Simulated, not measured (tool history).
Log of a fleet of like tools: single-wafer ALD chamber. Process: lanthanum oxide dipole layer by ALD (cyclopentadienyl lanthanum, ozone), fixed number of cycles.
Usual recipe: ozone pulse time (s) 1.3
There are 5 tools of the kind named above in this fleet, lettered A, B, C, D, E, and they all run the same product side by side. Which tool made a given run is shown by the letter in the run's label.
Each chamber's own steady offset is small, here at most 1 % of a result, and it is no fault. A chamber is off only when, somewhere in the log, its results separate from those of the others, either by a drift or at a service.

run	hour	ozone pulse time (s)	hours since the last thermocouple change	hours since the last ozone generator service	read-back reference wafer on the same gauge, thickness_nm	mean film thickness on the monitor wafer (Å)
1A	12.1	1.3	420.1	1559.3	0.57012	5.4018
2E	23.1	1.3	2226.3	317.2	0.56987	5.3475
3C	29.3	1.3	256.9	563.2	0.56988	5.3139
4B	40	1.3	984.7	741.1	0.57019	5.3336
5D	48.1	1.3	1577.3	391.6	0.56975	5.3531
6B	60.1	1.06	1004.8	761.2	0.57016	5.1008
# hour 62: chamber B: ozone generator serviced
7D	69	1.06	1598.2	412.5	0.57032	5.0652
8E	77.9	1.06	2281.1	372	0.56975	5.1006
9A	90.1	1.06	498.1	1637.3	0.57023	5.1031
10C	101.3	1.06	328.9	635.2	0.56978	5.0489
11A	108.5	1.04	516.5	1655.7	0.57008	5.1092
12C	116.4	1.04	344	650.3	0.57006	5.0188
13E	127.2	1.04	2330.4	421.3	0.5699	5.0857
# hour 130.6: chamber D: ozone generator serviced
14D	139.2	1.04	1668.4	8.7	0.56987	5.0247
# hour 142.1: chamber E: thermocouple changed; heater temperature recalibrated
15B	148.3	1.04	1093	86.3	0.57016	5.0517
16A	154.4	1.69	562.4	1701.6	0.57007	5.6359
17B	164.2	1.69	1108.9	102.2	0.56986	5.5626
18E	176.1	1.69	34.1	470.2	0.56971	5.5941
19D	183.5	1.69	1712.7	53	0.56984	5.5989
# hour 189.5: chamber C: ozone generator serviced
20C	191.1	1.69	418.7	1.7	0.57001	5.5762
21A	202.3	1.3	610.3	1749.5	0.5698	5.3838
22C	213	1.3	440.6	23.6	0.56964	5.3327
23D	221.6	1.3	1750.8	91.1	0.57006	5.332
24B	231	1.3	1175.7	169	0.56989	5.3659
# hour 238.5: chamber D: thermocouple changed; heater temperature recalibrated
25E	240.4	1.3	98.4	534.5	0.57006	5.3406
26E	250.6	1.3	108.6	544.7	0.56987	5.3565
27C	258.7	1.3	486.3	69.3	0.57008	5.3136
28B	267.7	1.3	1212.4	205.7	0.56973	5.3414
29A	280.2	1.3	688.2	1827.4	0.5701	5.4013
30D	291.7	1.3	53.3	161.2	0.57048	5.3224
31A	299.9	1.3	707.9	1847.1	0.57016	5.3828

Has any chamber moved away from the others, gradually or after a service, or does the common gauge drift, or do the chambers differ only by their own small steady offsets? State the chamber and the most likely cause if one applies.

Beyond each chamber's small constant offset nothing stands out, and the gauge stays steady.
